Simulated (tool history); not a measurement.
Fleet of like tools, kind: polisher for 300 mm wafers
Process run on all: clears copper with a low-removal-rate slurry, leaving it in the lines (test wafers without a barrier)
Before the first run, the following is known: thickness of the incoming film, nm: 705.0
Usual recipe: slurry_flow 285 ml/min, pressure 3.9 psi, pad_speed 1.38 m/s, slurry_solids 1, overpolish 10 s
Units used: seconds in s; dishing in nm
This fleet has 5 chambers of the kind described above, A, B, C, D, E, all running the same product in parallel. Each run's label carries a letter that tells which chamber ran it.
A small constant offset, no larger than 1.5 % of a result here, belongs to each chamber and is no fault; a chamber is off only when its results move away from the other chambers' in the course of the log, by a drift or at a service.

run 1A hour=5.7 | slurry_flow=285 pressure=3.9 pad_speed=1.38 slurry_solids=1 overpolish=10 | seconds=121.43 dishing=36.772
run 2E hour=9.3 | slurry_flow=285 pressure=3.9 pad_speed=1.38 slurry_solids=1 overpolish=10 | seconds=121.38 dishing=35.787
-- hour=11.2 chamber B: worn pad replaced by a new one
run 3D hour=14.9 | slurry_flow=285 pressure=3.9 pad_speed=1.38 slurry_solids=1 overpolish=10 | seconds=122.26 dishing=35.708
run 4B hour=20.1 | slurry_flow=285 pressure=3.9 pad_speed=1.38 slurry_solids=1 overpolish=10 | seconds=120.47 dishing=35.325
run 5C hour=26.4 | slurry_flow=285 pressure=3.9 pad_speed=1.38 slurry_solids=1 overpolish=10 | seconds=120.43 dishing=36.757
run 6D hour=30.8 | slurry_flow=340 pressure=3.9 pad_speed=1.38 slurry_solids=1 overpolish=10 | seconds=119.11 dishing=36.945
-- hour=35.3 chamber B: head pressure recalibrated
run 7C hour=35.6 | slurry_flow=340 pressure=3.9 pad_speed=1.38 slurry_solids=1 overpolish=10 | seconds=123.13 dishing=37.118
run 8E hour=41 | slurry_flow=340 pressure=3.9 pad_speed=1.38 slurry_solids=1 overpolish=10 | seconds=124.15 dishing=36.787
-- hour=41.1 chamber E: head pressure recalibrated
run 9B hour=44.9 | slurry_flow=340 pressure=3.9 pad_speed=1.38 slurry_solids=1 overpolish=10 | seconds=121.24 dishing=35.685
-- hour=48.4 chamber A: worn pad replaced by a new one
run 10A hour=49.5 | slurry_flow=340 pressure=3.9 pad_speed=1.38 slurry_solids=1 overpolish=10 | seconds=121.25 dishing=35.816
run 11A hour=52.6 | slurry_flow=285 pressure=3.9 pad_speed=1.38 slurry_solids=1 overpolish=10 | seconds=122.41 dishing=36.28
-- hour=55.3 chamber A: head pressure recalibrated
run 12E hour=57.8 | slurry_flow=285 pressure=3.9 pad_speed=1.38 slurry_solids=1 overpolish=10 | seconds=126.56 dishing=36.945
-- hour=61 chamber E: slurry blender recalibrated
-- hour=61.9 chamber E: worn pad replaced by a new one
run 13D hour=62.5 | slurry_flow=285 pressure=3.9 pad_speed=1.38 slurry_solids=1 overpolish=10 | seconds=121.25 dishing=35.865
run 14B hour=65.6 | slurry_flow=285 pressure=3.9 pad_speed=1.38 slurry_solids=1 overpolish=10 | seconds=121.2 dishing=36.068
-- hour=68.9 chamber C: worn pad replaced by a new one
run 15C hour=69.2 | slurry_flow=285 pressure=3.9 pad_speed=1.38 slurry_solids=1 overpolish=10 | seconds=123.73 dishing=36.493
run 16C hour=74.3 | slurry_flow=285 pressure=3.9 pad_speed=1.38 slurry_solids=1 overpolish=10 | seconds=120.28 dishing=36.718
-- hour=77.8 chamber D: worn pad replaced by a new one
run 17E hour=79.8 | slurry_flow=285 pressure=3.9 pad_speed=1.38 slurry_solids=1 overpolish=10 | seconds=127.16 dishing=36.814
-- hour=83.2 chamber E: slurry nozzle cleaned
run 18A hour=83.6 | slurry_flow=285 pressure=3.9 pad_speed=1.38 slurry_solids=1 overpolish=10 | seconds=127.09 dishing=35.947
run 19D hour=89.7 | slurry_flow=285 pressure=3.9 pad_speed=1.38 slurry_solids=1 overpolish=10 | seconds=123.16 dishing=35.988
run 20B hour=94.3 | slurry_flow=285 pressure=3.9 pad_speed=1.38 slurry_solids=1 overpolish=10 | seconds=122.33 dishing=36.305
run 21A hour=99.8 | slurry_flow=285 pressure=3.9 pad_speed=1.38 slurry_solids=1 overpolish=10 | seconds=123.94 dishing=35.912
run 22B hour=105.9 | slurry_flow=335 pressure=3.9 pad_speed=1.12 slurry_solids=1 overpolish=10 | seconds=149.55 dishing=30.589
run 23E hour=109.1 | slurry_flow=335 pressure=3.9 pad_speed=1.12 slurry_solids=1 overpolish=10 | seconds=146.05 dishing=31.553
run 24C hour=114.9 | slurry_flow=335 pressure=3.9 pad_speed=1.12 slurry_solids=1 overpolish=10 | seconds=153.49 dishing=30.789
-- hour=120.6 chamber A: worn pad replaced by a new one
run 25D hour=120.9 | slurry_flow=335 pressure=3.9 pad_speed=1.12 slurry_solids=1 overpolish=10 | seconds=149.33 dishing=30.533
run 26B hour=124.5 | slurry_flow=335 pressure=3.9 pad_speed=1.12 slurry_solids=1 overpolish=10 | seconds=151.06 dishing=30.871
run 27C hour=130 | slurry_flow=285 pressure=3.9 pad_speed=1.38 slurry_solids=1 overpolish=10 | seconds=123.47 dishing=35.812
-- hour=132.4 chamber E: worn pad replaced by a new one
run 28D hour=133.5 | slurry_flow=285 pressure=3.9 pad_speed=1.38 slurry_solids=1 overpolish=10 | seconds=124.73 dishing=35.916
run 29E hour=137.3 | slurry_flow=285 pressure=3.9 pad_speed=1.38 slurry_solids=1 overpolish=10 | seconds=124.22 dishing=36.964
-- hour=142.5 chamber D: head pressure recalibrated
run 30A hour=142.7 | slurry_flow=285 pressure=3.9 pad_speed=1.38 slurry_solids=1 overpolish=10 | seconds=125.69 dishing=35.529
run 31E hour=147.7 | slurry_flow=285 pressure=3.9 pad_speed=0.96 slurry_solids=1 overpolish=10 | seconds=180.61 dishing=27.604
-- hour=149.3 chamber A: slurry nozzle cleaned
-- hour=149.3 chamber B: worn pad replaced by a new one
run 32D hour=153.7 | slurry_flow=285 pressure=3.9 pad_speed=0.96 slurry_solids=1 overpolish=10 | seconds=174.1 dishing=27.059
-- hour=156.2 chamber D: slurry nozzle cleaned
-- hour=156.4 chamber D: worn pad replaced by a new one
run 33A hour=159.9 | slurry_flow=285 pressure=3.9 pad_speed=0.96 slurry_solids=1 overpolish=10 | seconds=175.35 dishing=27.278
-- hour=164.1 chamber D: slurry blender recalibrated
run 34B hour=164.1 | slurry_flow=285 pressure=3.9 pad_speed=0.96 slurry_solids=1 overpolish=10 | seconds=176.03 dishing=27.03
run 35C hour=169.9 | slurry_flow=285 pressure=3.9 pad_speed=0.96 slurry_solids=1 overpolish=10 | seconds=179.4 dishing=26.978
-- hour=174.6 chamber C: slurry nozzle cleaned
run 36C hour=176 | slurry_flow=285 pressure=3.9 pad_speed=1.38 slurry_solids=1 overpolish=10 | seconds=122.66 dishing=36.005
run 37D hour=180.2 | slurry_flow=285 pressure=3.9 pad_speed=1.38 slurry_solids=1 overpolish=10 | seconds=122.55 dishing=37.245

Predict what each chamber gives when all 5 of them run the settings below next.
run 38A hour=184.8 | slurry_flow=285 pressure=3.9 pad_speed=1.38 slurry_solids=1 overpolish=10 | seconds=? dishing=?
run 38B hour=184.8 | slurry_flow=285 pressure=3.9 pad_speed=1.38 slurry_solids=1 overpolish=10 | seconds=? dishing=?
run 38C hour=184.8 | slurry_flow=285 pressure=3.9 pad_speed=1.38 slurry_solids=1 overpolish=10 | seconds=? dishing=?
run 38D hour=184.8 | slurry_flow=285 pressure=3.9 pad_speed=1.38 slurry_solids=1 overpolish=10 | seconds=? dishing=?
run 38E hour=184.8 | slurry_flow=285 pressure=3.9 pad_speed=1.38 slurry_solids=1 overpolish=10 | seconds=? dishing=?

run=38A seconds=123.92 dishing=36.221
run=38B seconds=119.44 dishing=36.297
run=38C seconds=123.9 dishing=36.931
run=38D seconds=123.72 dishing=36.783
run=38E seconds=122.73 dishing=36.173
